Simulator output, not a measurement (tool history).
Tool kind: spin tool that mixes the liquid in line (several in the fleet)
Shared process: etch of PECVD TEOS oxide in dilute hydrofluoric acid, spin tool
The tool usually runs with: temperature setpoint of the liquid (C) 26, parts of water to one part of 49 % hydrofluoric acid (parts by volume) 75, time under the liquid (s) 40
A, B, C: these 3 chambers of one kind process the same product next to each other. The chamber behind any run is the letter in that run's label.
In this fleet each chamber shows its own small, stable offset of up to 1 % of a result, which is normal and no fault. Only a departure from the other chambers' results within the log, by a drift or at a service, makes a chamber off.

run,hour,temperature setpoint of the liquid (C),parts of water to one part of 49 % hydrofluoric acid (parts by volume),time under the liquid (s),hours since the thermometer was replaced,hours since the hydrofluoric acid flow meter was replaced,"read-back film thickness of the PECVD TEOS oxide reference wafer, read on the same gauge (nm)",thickness taken off the PECVD TEOS oxide on a monitor wafer (nm)
1A,3,26,75,40,66.9,360.8,69.974,17.457
2C,6.9,26,75,40,706.3,992.3,69.989,16.67
3B,11.4,26,75,40,1849.7,316.1,69.991,16.944
4C,14.7,26,75,40,714.1,1000.1,70.007,16.862
5B,18.3,26,75,40,1856.6,323,69.992,16.97
6A,20.7,26,75,40,84.6,378.5,70.021,17.1
7C,23.8,26,75,40,723.2,1009.2,70.004,16.739
8B,26.7,26,75,40,1865,331.4,70.013,17.093
9A,31.2,26,75,40,95.1,389,69.98,16.997
10C,34.6,26,75,40,734,1020,69.999,16.69
11B,38,26,75,40,1876.3,342.7,70.001,16.741
12A,41,26,75,40,104.9,398.8,70.017,17.169
13B,43.1,26,75,40,1881.4,347.8,69.985,16.525
14A,45.8,26,75,40,109.7,403.6,69.989,17.056
15C,49.9,26,75,40,749.3,1035.3,69.999,16.881
16A,52.9,26,75,20,116.8,410.7,69.981,8.5256
17C,56,26,75,20,755.4,1041.4,69.993,8.423
18B,60,26,75,20,1898.3,364.7,70.026,8.1518
19C,64,30,75,30,763.4,1049.4,70,14.917
20A,68.4,30,75,30,132.3,426.2,69.988,14.791
21B,72,30,75,30,1910.3,376.7,70.03,14.054
22C,75.6,26,75,40,775,1061,69.987,16.895
23B,79.5,26,75,40,1917.8,384.2,69.996,15.824
24A,82.4,26,75,40,146.3,440.2,69.997,17.24

All 3 chambers run these settings next. Forecast each chamber's results:
25A,85.7,26,75,40,,,,?
25B,85.7,26,75,40,,,,?
25C,85.7,26,75,40,,,,?

run,thickness taken off the PECVD TEOS oxide on a monitor wafer (nm)
25A,17.139
25B,15.624
25C,16.797
